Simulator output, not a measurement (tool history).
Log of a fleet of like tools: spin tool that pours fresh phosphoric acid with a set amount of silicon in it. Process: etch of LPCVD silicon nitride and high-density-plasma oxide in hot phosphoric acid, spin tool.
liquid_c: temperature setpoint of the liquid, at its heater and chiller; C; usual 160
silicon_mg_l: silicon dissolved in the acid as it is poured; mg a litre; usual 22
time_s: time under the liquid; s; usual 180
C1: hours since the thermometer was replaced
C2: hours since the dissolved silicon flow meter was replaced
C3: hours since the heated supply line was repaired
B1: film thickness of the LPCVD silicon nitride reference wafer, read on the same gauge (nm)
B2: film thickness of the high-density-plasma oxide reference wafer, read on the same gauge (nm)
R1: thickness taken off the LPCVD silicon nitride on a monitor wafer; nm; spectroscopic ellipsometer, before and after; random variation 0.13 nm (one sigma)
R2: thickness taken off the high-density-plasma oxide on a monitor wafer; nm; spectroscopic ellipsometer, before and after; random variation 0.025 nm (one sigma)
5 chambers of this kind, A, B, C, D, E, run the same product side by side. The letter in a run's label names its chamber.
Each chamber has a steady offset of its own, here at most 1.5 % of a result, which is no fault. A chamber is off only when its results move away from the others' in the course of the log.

run 1C day=0.258 | liquid_c=160 silicon_mg_l=22 time_s=180 | C1=391.4 C2=1650.1 C3=2089.7 | B1=40.002 B2=90.024 | R1=14.879 R2=0.68468
run 2B day=0.562 | liquid_c=160 silicon_mg_l=22 time_s=180 | C1=2385.6 C2=816.3 C3=159.2 | B1=40.019 B2=90.015 | R1=14.984 R2=0.71234
run 3E day=0.725 | liquid_c=160 silicon_mg_l=22 time_s=180 | C1=127.1 C2=1287.7 C3=321.7 | B1=40.013 B2=89.991 | R1=14.635 R2=0.61729
run 4D day=0.983 | liquid_c=160 silicon_mg_l=22 time_s=180 | C1=271.5 C2=346.3 C3=198.5 | B1=40.001 B2=90.004 | R1=14.771 R2=0.65723
run 5A day=1.258 | liquid_c=160 silicon_mg_l=22 time_s=180 | C1=742.1 C2=298.1 C3=584.1 | B1=40.021 B2=89.983 | R1=14.859 R2=0.73798
run 6D day=1.558 | liquid_c=160 silicon_mg_l=28.5 time_s=180 | C1=285.3 C2=360.1 C3=212.3 | B1=40.029 B2=89.997 | R1=14.784 R2=0.56822
run 7E day=1.729 | liquid_c=160 silicon_mg_l=28.5 time_s=180 | C1=151.2 C2=1311.8 C3=345.8 | B1=39.997 B2=89.993 | R1=14.771 R2=0.54918
run 8A day=2.079 | liquid_c=160 silicon_mg_l=28.5 time_s=180 | C1=761.8 C2=317.8 C3=603.8 | B1=40.002 B2=90.012 | R1=14.811 R2=0.57026
run 9B day=2.275 | liquid_c=160 silicon_mg_l=28.5 time_s=180 | C1=2426.7 C2=857.4 C3=200.3 | B1=39.982 B2=90.049 | R1=14.802 R2=0.52314
run 10C day=2.596 | liquid_c=160 silicon_mg_l=28.5 time_s=180 | C1=447.5 C2=1706.2 C3=2145.8 | B1=39.986 B2=90.006 | R1=14.822 R2=0.58105
run 11C day=2.871 | liquid_c=157.5 silicon_mg_l=22 time_s=275 | C1=454.1 C2=1712.8 C3=2152.4 | B1=40.002 B2=90.001 | R1=20.905 R2=0.85559
run 12B day=3.196 | liquid_c=157.5 silicon_mg_l=22 time_s=275 | C1=2448.8 C2=879.5 C3=222.4 | B1=39.976 B2=89.983 | R1=20.644 R2=0.88112
run 13A day=3.408 | liquid_c=157.5 silicon_mg_l=22 time_s=275 | C1=793.7 C2=349.7 C3=635.7 | B1=40.007 B2=90.003 | R1=20.584 R2=0.89629
run 14E day=3.642 | liquid_c=157.5 silicon_mg_l=22 time_s=275 | C1=197.1 C2=1357.7 C3=391.7 | B1=40.021 B2=89.984 | R1=20.589 R2=0.86521
run 15D day=3.9 | liquid_c=157.5 silicon_mg_l=22 time_s=275 | C1=341.5 C2=416.3 C3=268.5 | B1=40.015 B2=90.003 | R1=20.571 R2=0.90239
run 16C day=4.171 | liquid_c=160 silicon_mg_l=22 time_s=180 | C1=485.3 C2=1744 C3=2183.6 | B1=40.005 B2=89.985 | R1=14.774 R2=0.70108
-- day=4.454 chamber B: dissolved silicon flow meter replaced
run 17E day=4.467 | liquid_c=160 silicon_mg_l=22 time_s=180 | C1=216.9 C2=1377.5 C3=411.5 | B1=40.009 B2=89.996 | R1=14.853 R2=0.70504
run 18D day=4.754 | liquid_c=160 silicon_mg_l=22 time_s=180 | C1=362 C2=436.8 C3=289 | B1=40.003 B2=89.992 | R1=14.811 R2=0.68309
run 19A day=5.058 | liquid_c=162.5 silicon_mg_l=30.5 time_s=180 | C1=833.3 C2=389.3 C3=675.3 | B1=40.011 B2=90.054 | R1=16.11 R2=0.65803
run 20B day=5.375 | liquid_c=162.5 silicon_mg_l=30.5 time_s=180 | C1=2501.1 C2=22.1 C3=274.7 | B1=39.995 B2=89.933 | R1=15.668 R2=0.63049
run 21D day=5.654 | liquid_c=162.5 silicon_mg_l=30.5 time_s=180 | C1=383.6 C2=458.4 C3=310.6 | B1=39.981 B2=90.003 | R1=15.815 R2=0.57029
run 22B day=5.821 | liquid_c=162.5 silicon_mg_l=30.5 time_s=180 | C1=2511.8 C2=32.8 C3=285.4 | B1=39.992 B2=90.041 | R1=15.919 R2=0.61768
run 23E day=6.129 | liquid_c=162.5 silicon_mg_l=30.5 time_s=180 | C1=256.8 C2=1417.4 C3=451.4 | B1=39.997 B2=90.031 | R1=16.249 R2=0.57735
run 24A day=6.383 | liquid_c=160 silicon_mg_l=22 time_s=180 | C1=865.1 C2=421.1 C3=707.1 | B1=39.993 B2=90.024 | R1=14.632 R2=0.74381
run 25C day=6.742 | liquid_c=160 silicon_mg_l=22 time_s=80 | C1=547 C2=1805.7 C3=2245.3 | B1=39.996 B2=89.991 | R1=6.6112 R2=0.29019
run 26E day=6.996 | liquid_c=160 silicon_mg_l=22 time_s=80 | C1=277.6 C2=1438.2 C3=472.2 | B1=39.966 B2=89.964 | R1=6.6383 R2=0.31917
run 27C day=7.329 | liquid_c=160 silicon_mg_l=22 time_s=80 | C1=561.1 C2=1819.8 C3=2259.4 | B1=39.994 B2=90.024 | R1=6.5861 R2=0.29793
run 28D day=7.504 | liquid_c=160 silicon_mg_l=22 time_s=80 | C1=428 C2=502.8 C3=355 | B1=40.005 B2=90.027 | R1=6.5402 R2=0.30507
run 29B day=7.667 | liquid_c=160 silicon_mg_l=22 time_s=80 | C1=2556.1 C2=77.1 C3=329.7 | B1=39.995 B2=90.038 | R1=6.6133 R2=0.29953
run 30A day=7.988 | liquid_c=160 silicon_mg_l=22 time_s=180 | C1=903.6 C2=459.6 C3=745.6 | B1=39.992 B2=90.03 | R1=15.007 R2=0.69256

All 5 chambers run these settings next. Forecast each chamber's results:
run 31A day=8.246 | liquid_c=160 silicon_mg_l=22 time_s=180 | R1=? R2=?
run 31B day=8.246 | liquid_c=160 silicon_mg_l=22 time_s=180 | R1=? R2=?
run 31C day=8.246 | liquid_c=160 silicon_mg_l=22 time_s=180 | R1=? R2=?
run 31D day=8.246 | liquid_c=160 silicon_mg_l=22 time_s=180 | R1=? R2=?
run 31E day=8.246 | liquid_c=160 silicon_mg_l=22 time_s=180 | R1=? R2=?

run=31A R1=14.717 R2=0.65826
run=31B R1=14.706 R2=0.65545
run=31C R1=14.76 R2=0.70699
run=31D R1=14.724 R2=0.66544
run=31E R1=14.771 R2=0.71637
